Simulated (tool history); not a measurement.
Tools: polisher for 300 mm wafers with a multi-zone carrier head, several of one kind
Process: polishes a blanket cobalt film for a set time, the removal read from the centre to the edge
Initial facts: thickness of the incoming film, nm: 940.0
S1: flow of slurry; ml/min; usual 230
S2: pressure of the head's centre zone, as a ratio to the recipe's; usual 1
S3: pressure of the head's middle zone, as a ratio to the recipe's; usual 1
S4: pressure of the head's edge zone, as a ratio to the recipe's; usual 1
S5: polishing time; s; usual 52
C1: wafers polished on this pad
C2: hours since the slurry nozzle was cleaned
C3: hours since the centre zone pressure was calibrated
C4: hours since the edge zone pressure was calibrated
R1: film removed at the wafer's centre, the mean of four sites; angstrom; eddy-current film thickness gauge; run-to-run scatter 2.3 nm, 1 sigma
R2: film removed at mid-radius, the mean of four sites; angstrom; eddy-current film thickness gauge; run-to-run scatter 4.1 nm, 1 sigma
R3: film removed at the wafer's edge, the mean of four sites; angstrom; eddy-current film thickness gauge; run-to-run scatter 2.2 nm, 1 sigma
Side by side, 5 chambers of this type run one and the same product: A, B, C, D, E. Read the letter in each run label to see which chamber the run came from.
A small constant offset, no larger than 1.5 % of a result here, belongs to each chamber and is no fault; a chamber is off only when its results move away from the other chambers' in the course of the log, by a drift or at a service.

run    day   S1    S2    S3    S4  S5    C1     C2      C3     C4      R1      R2      R3
 1C  0.225  230     1     1     1  52   675  293.1    1197  463.4  3105.9  3177.9    3111
     0.304  -- chamber E: worn pad replaced by a new one
 2E    0.4  230     1     1     1  52    36  569.7   161.8   63.8    3097  3108.1  3138.4
 3D  0.592  230     1     1     1  52   501  360.3   175.7  354.4  3114.4    3073  3062.4
 4B  0.721  230     1     1     1  52   362  158.9   162.8  431.9    3108  3096.6  3141.3
     0.879  -- chamber C: worn pad replaced by a new one
     0.883  -- chamber D: worn pad replaced by a new one
 5A  0.888  230     1     1     1  52  1217  482.3    85.3  806.6  3110.3  3065.6  3169.3
     0.962  -- chamber A: worn pad replaced by a new one
 6E  1.025  230     1     1     1  52   273  584.7   176.8   78.8  3143.7    3164  3120.7
 7A  1.204  265     1  1.07     1  52    92  489.9    92.9  814.2  3163.4    3424  3206.4
 8D  1.354  265     1  1.07     1  52   179  378.6     194  372.7  3149.6    3378  3140.7
 9B  1.554  265     1  1.07     1  52   678  178.9   182.8  451.9  3212.2  3385.9  3152.4
10C  1.804  265     1  1.07     1  52   352    331  1234.9  501.3  3138.4  3429.6  3087.4
11C   2.05  265     1  1.07     1  52   445  336.9  1240.8  507.2  3184.4  3390.3  3157.8
     2.246  -- chamber E: worn pad replaced by a new one
     2.254  -- chamber D: worn pad replaced by a new one
12B  2.254  230     1     1     1  52   944  195.7   199.6  468.7  3126.9  3166.6  3181.4
13A  2.442  230     1     1     1  52   562  519.6   122.6  843.9    3129  3040.3  3130.8
14D  2.642  230     1     1  1.04  61   147  409.5   224.9  403.6  3608.8  3649.4  3741.1
15E  2.854  230     1     1  1.04  61   231  628.6   220.7  122.7  3684.9  3694.1  3734.7
     2.888  -- chamber B: worn pad replaced by a new one
16D  3.108  230     1     1  1.04  61   324  420.7   236.1  414.8    3645  3677.7  3710.9
17B  3.233  230     1     1  1.04  61   131  219.2   223.1  492.2  3649.8  3675.7  3758.4
18C  3.358  230     1     1  1.04  61   941  368.3  1272.2  538.6  3638.9    3703  3755.6
     3.383  -- chamber C: worn pad replaced by a new one
19E  3.483  230     1     1     1  52   469  643.7   235.8  137.8  3112.7  3106.8  3166.4
     3.579  -- chamber D: slurry nozzle cleaned
20A  3.717  265     1  0.92     1  52  1045  550.2   153.2  874.5  3173.9  2974.3  3205.1
     3.721  -- chamber A: worn pad replaced by a new one
     3.767  -- chamber D: worn pad replaced by a new one
21E  3.888  265     1  0.92     1  52   623  653.4   245.5  147.5  3201.5  2902.6    3161
22D  4.125  265     1  0.92     1  52   136   13.2   260.5  439.2    3185  2948.3  3140.3
23C  4.267  265     1  0.92     1  52   335  390.1    1294  560.4  3215.1  2886.9  3143.3
     4.329  -- chamber E: worn pad replaced by a new one
      4.45  -- chamber B: slurry nozzle cleaned
24B  4.488  265     1  0.92     1  52   607    0.9   253.2  522.3  3217.3  3013.9  3218.9
25A  4.667  230     1     1     1  52   360    573     176  897.3  3095.9  3133.6  3134.6
26E  4.875  230     1     1     1  52   207  677.1   269.2  171.2  3083.4  3088.1  3122.6
27B  5.012  230     1     1     1  52   806   13.5   265.8  534.9    3113    3127    3149
     5.192  -- chamber E: slurry nozzle cleaned
28A  5.238  230     1     1     1  52   577  586.7   189.7    911  3119.9  3129.2  3147.3
      5.35  -- chamber D: worn pad replaced by a new one
29D  5.412  230     1     1     1  52    24   44.1   291.4  470.1  3080.9  3056.9    3102
30C  5.538  230     1     1     1  52   818  420.6  1324.5  590.9  3105.5  3155.5  3108.4
     5.667  -- chamber B: worn pad replaced by a new one
31E  5.725  230     1     1     1  52   529   12.9   289.6  191.6  3117.7  3045.8  3141.5
32C  5.967  230  0.93     1     1  52   980  430.9  1334.8  601.2  2914.5  3140.7  3130.3
     6.075  -- chamber C: worn pad replaced by a new one
33A  6.162  230  0.93     1     1  52   927  608.9   211.9  933.2  2849.7  3113.2  3173.7
     6.308  -- chamber E: worn pad replaced by a new one
34D  6.408  230  0.93     1     1  52   402     68   315.3    494    2861  3137.7  3085.6
35B  6.579  230  0.93     1     1  52   347   51.1   303.4  572.5  2895.1    3074  3141.9
     6.804  -- chamber A: worn pad replaced by a new one
36B  6.825  230  0.93     1     1  52   440     57   309.3  578.4  2918.5  3101.1  3138.9
37C  6.996  230     1     1     1  52   350  455.6  1359.5  625.9  3057.9  3125.2  3109.2
     7.046  -- chamber D: worn pad replaced by a new one
38D  7.171  230     1     1     1  52    48   86.3   333.6  512.3  3075.4    3099  3060.1
39A  7.346  230     1     1     1  52   206  637.3   240.3  961.6  3140.8    3069  3110.9
40E  7.592  230  1.07     1  1.11  52   488   57.7   334.4  236.4  3352.4    3064  3362.1
     7.704  -- chamber A: edge zone pressure recalibrated
41E  7.846  230  1.07     1  1.11  52   584   63.8   340.5  242.5  3340.4  3119.1  3309.5
42A  8.004  230  1.07     1  1.11  52   456  653.1   256.1    7.2  3317.1  3112.1  3314.8

Next, every chamber runs the same settings. What will each give?
43A  8.188  230   1   1  1.07  52                   ?   ?   ?
43B  8.188  230   1   1  1.07  52                   ?   ?   ?
43C  8.188  230   1   1  1.07  52                   ?   ?   ?
43D  8.188  230   1   1  1.07  52                   ?   ?   ?
43E  8.188  230   1   1  1.07  52                   ?   ?   ?

run      R1      R2      R3
43A  3101.8  3074.4  3293.6
43B  3121.1    3095  3288.6
43C    3100  3128.5  3244.3
43D    3072  3122.2  3237.2
43E  3127.9    3129  3248.6
